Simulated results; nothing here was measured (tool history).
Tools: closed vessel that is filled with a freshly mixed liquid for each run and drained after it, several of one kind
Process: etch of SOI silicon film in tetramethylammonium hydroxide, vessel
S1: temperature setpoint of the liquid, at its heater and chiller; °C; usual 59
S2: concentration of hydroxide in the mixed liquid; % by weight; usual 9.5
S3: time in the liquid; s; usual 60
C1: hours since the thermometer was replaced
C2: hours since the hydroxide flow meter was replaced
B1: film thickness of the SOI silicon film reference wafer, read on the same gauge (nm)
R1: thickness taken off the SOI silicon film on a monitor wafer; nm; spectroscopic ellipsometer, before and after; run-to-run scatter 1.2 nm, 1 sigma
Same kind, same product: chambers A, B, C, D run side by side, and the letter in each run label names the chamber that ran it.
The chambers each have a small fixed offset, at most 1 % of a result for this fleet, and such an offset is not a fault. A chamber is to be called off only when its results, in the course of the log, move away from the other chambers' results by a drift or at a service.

run  hour  S1   S2  S3      C1      C2      B1      R1
 1B   3.8  59  9.5  60  2133.7   220.8  120.01   226.4
 2D   7.1  59  9.5  60  2327.6   779.5     120  222.56
 3A  11.5  59  9.5  60   567.3  1933.9  120.03  226.36
 4C  15.8  59  9.5  60   820.7  1050.4  119.97  224.61
 5A    19  59  9.5  60   574.8  1941.4  119.98   227.3
 6C  21.8  59  9.5  60   826.7  1056.4     120  223.05
 7D  26.4  52  9.5  50  2346.9   798.8     120  119.11
 8B  31.1  52  9.5  50    2161   248.1  119.99  119.91
 9C  34.9  52  9.5  50   839.8  1069.5  119.96  118.08
10A  37.8  52  9.5  50   593.6  1960.2  120.01  120.96
11D  42.2  59  9.5  60  2362.7   814.6     120  222.71
12B  46.5  59  9.5  60  2176.4   263.5     120   223.3
13B  50.3  59  9.5  30  2180.2   267.3  119.99  113.17
14D  53.1  59  9.5  30  2373.6   825.5     120  111.86
15C  55.8  59  9.5  30   860.7  1090.4  120.01  108.72
16A    58  59  9.5  30   613.8  1980.4  120.02  113.49
17B  61.1  59  9.5  60    2191   278.1  119.98  224.61
18D    65  59  9.5  60  2385.5   837.4  119.99  224.03
19C  67.9  59  9.5  60   872.8  1102.5     120  218.42
20A    72  51  9.5  60   627.8  1994.4     120  134.64
21A  74.7  51  9.5  60   630.5  1997.1     120  135.17
22D  78.9  51  9.5  60  2399.4   851.3  120.01     135
23C  81.4  51  9.5  60   886.3    1116  120.02  129.03
24B  85.7  63  9.5  30  2215.6   302.7     120   143.9
25A  89.9  63  9.5  30   645.7  2012.3  119.98  144.95

Predict what each chamber gives when all 4 of them run the settings below next.
26A  93.4  59  9.5  30               ?
26B  93.4  59  9.5  30               ?
26C  93.4  59  9.5  30               ?
26D  93.4  59  9.5  30               ?

run      R1
26A  113.79
26B  112.83
26C  107.31
26D  110.97
